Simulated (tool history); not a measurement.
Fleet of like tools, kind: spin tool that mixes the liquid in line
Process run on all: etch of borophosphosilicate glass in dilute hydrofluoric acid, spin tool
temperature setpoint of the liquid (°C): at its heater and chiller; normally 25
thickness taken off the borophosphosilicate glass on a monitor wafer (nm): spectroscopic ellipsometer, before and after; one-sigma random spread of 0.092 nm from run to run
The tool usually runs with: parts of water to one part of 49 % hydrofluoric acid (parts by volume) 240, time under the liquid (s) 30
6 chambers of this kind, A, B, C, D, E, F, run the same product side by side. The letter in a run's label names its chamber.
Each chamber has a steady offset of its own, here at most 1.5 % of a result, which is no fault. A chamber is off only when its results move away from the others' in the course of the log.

run     day  temperature setpoint of the liquid (°C)  parts of water to one part of 49 % hydrofluoric acid (parts by volume)  time under the liquid (s)  hours since the thermometer was replaced  hours since the hydrofluoric acid flow meter was replaced  read-back film thickness of the borophosphosilicate glass reference wafer, read on the same gauge (nm)  thickness taken off the borophosphosilicate glass on a monitor wafer (nm)
 1B   0.225                                       25                                                                     240                         30                                     519.5                                                     1030.1                                                                                                  150.02                                                                     9.4954
 2F   0.517                                       25                                                                     240                         30                                     716.2                                                     1402.5                                                                                                  150.03                                                                     9.3962
 3A   0.892                                       25                                                                     240                         30                                    1057.7                                                      777.2                                                                                                  150.03                                                                     9.7668
 4C   1.171                                       25                                                                     240                         30                                     579.3                                                     1889.7                                                                                                  150.00                                                                     9.5378
 5E   1.554                                       25                                                                     240                         30                                      77.3                                                      589.6                                                                                                  150.01                                                                     9.5100
 6D   1.971                                       25                                                                     240                         30                                     213.3                                                     1287.5                                                                                                  149.99                                                                     9.3490
 7C   2.408                                       25                                                                     240                         30                                     609.0                                                     1919.4                                                                                                  150.00                                                                     9.4724
 8D   2.812                                       25                                                                     240                         30                                     233.5                                                     1307.7                                                                                                  150.01                                                                     9.2356
 9F   3.200                                       25                                                                     240                         30                                     780.6                                                     1466.9                                                                                                  150.00                                                                     9.6491
10B   3.600                                       25                                                                     240                         30                                     600.5                                                     1111.1                                                                                                  150.00                                                                     9.3957
      3.742  -- chamber D: hydrofluoric acid flow meter replaced
11E   3.975                                       25                                                                     240                         30                                     135.4                                                      647.7                                                                                                  150.02                                                                     9.3642
12A   4.375                                       25                                                                     240                         30                                    1141.3                                                      860.8                                                                                                  149.97                                                                     9.5900
13A   4.754                                       25                                                                     240                         30                                    1150.4                                                      869.9                                                                                                  149.98                                                                     9.5510
14E   5.038                                       25                                                                     240                         30                                     160.9                                                      673.2                                                                                                  150.03                                                                     9.5866
15B   5.408                                       22                                                                     180                         30                                     643.9                                                     1154.5                                                                                                  150.02                                                                    12.0700
16D   5.754                                       22                                                                     180                         30                                     304.1                                                       48.4                                                                                                  149.99                                                                    12.0270
17C   6.179                                       22                                                                     180                         30                                     699.5                                                     2009.9                                                                                                  149.97                                                                    11.9880
18F   6.621                                       22                                                                     180                         30                                     862.7                                                     1549.0                                                                                                  149.95                                                                    12.0600
19C   7.021                                       22                                                                     180                         30                                     719.7                                                     2030.1                                                                                                  150.02                                                                    12.1930
20B   7.258                                       22                                                                     180                         30                                     688.3                                                     1198.9                                                                                                  149.99                                                                    11.6020
21A   7.496                                       25                                                                     240                         30                                    1216.2                                                      935.7                                                                                                  149.99                                                                     9.6377
22F   7.846                                       25                                                                     240                         30                                     892.1                                                     1578.4                                                                                                  150.02                                                                     9.5402
23D   8.138                                       25                                                                     240                         30                                     361.3                                                      105.6                                                                                                  150.02                                                                     9.5851
24E   8.392                                       25                                                                     240                         30                                     241.4                                                      753.7                                                                                                  149.96                                                                     9.5498
25A   8.850                                       25                                                                     240                         30                                    1248.7                                                      968.2                                                                                                  149.98                                                                     9.6680
26F   9.242                                       25                                                                     240                         30                                     925.6                                                     1611.9                                                                                                  149.98                                                                     9.4177
27B   9.542                                       25                                                                     240                         30                                     743.1                                                     1253.7                                                                                                  150.00                                                                     9.1845
28C   9.771                                       25                                                                     240                         30                                     785.7                                                     2096.1                                                                                                  149.96                                                                     9.3477
     10.092  -- chamber A: thermometer replaced
29D  10.133                                       25                                                                     240                         30                                     409.2                                                      153.5                                                                                                  150.05                                                                     9.4764
     10.354  -- chamber F: thermometer replaced
30E  10.396                                       25                                                                     240                         30                                     289.5                                                      801.8                                                                                                  149.98                                                                     9.3192
31D  10.812                                       25                                                                     240                         30                                     425.5                                                      169.8                                                                                                  150.00                                                                     9.5701
32E  11.233                                       25                                                                     240                         30                                     309.6                                                      821.9                                                                                                  149.99                                                                     9.6786
33F  11.488                                       25                                                                     240                         30                                      27.3                                                     1665.8                                                                                                  149.98                                                                     9.6264
34C  11.912                                       25                                                                     240                         30                                     837.1                                                     2147.5                                                                                                  149.97                                                                     9.3298
35A  12.325                                       25                                                                     240                         30                                      53.7                                                     1051.6                                                                                                  149.97                                                                     9.5591
36B  12.671                                       25                                                                     240                         30                                     818.2                                                     1328.8                                                                                                  150.00                                                                     8.9440
37F  12.996                                       25                                                                     240                         30                                      63.5                                                     1702.0                                                                                                  149.99                                                                     9.5818
38B  13.242                                       25                                                                     240                         30                                     831.9                                                     1342.5                                                                                                  149.99                                                                     8.8258

Read the log: is a single chamber off, either drifting away or since a service, is the gauge that measures every chamber drifting, or is nothing wrong beyond small per-chamber offsets? Name any odd chamber and what most likely caused it.

Chamber B drifts away from the others.
Likeliest cause: hydrofluoric acid flow below the setpoint (%) = 4.49.
The log might look much the same if the cause were instead: liquid colder than its thermometer reads (K).

Here are 4 candidates for chamber B's next run, each the usual settings with a change, their results left as question marks. Which one brings its results back in line with what the others give on the usual settings?
Counts as in line when no further than this from what the other chambers average on the usual settings: thickness taken off the borophosphosilicate glass on a monitor wafer (nm) 0.3200
39B-1  13.575                                       25                                                                     255                         30                                                                                                                                                                                                                                                                                       ?
39B-2  13.575                                       25                                                                     240                         35                                                                                                                                                                                                                                                                                       ?
39B-3  13.575                                       25                                                                     230                         30                                                                                                                                                                                                                                                                                       ?
39B-4  13.575                                       25                                                                     270                         30                                                                                                                                                                                                                                                                                       ?

The mean the other chambers reach with the usual settings: thickness taken off the borophosphosilicate glass on a monitor wafer (nm) 9.5197
  run  thickness taken off the borophosphosilicate glass on a monitor wafer (nm)
39B-1                                                                     8.2208
39B-2                                                                    10.3680
39B-3                                                                     9.3820
39B-4                                                                     7.6339
With 39B-3, the chamber falls back in line with the rest.
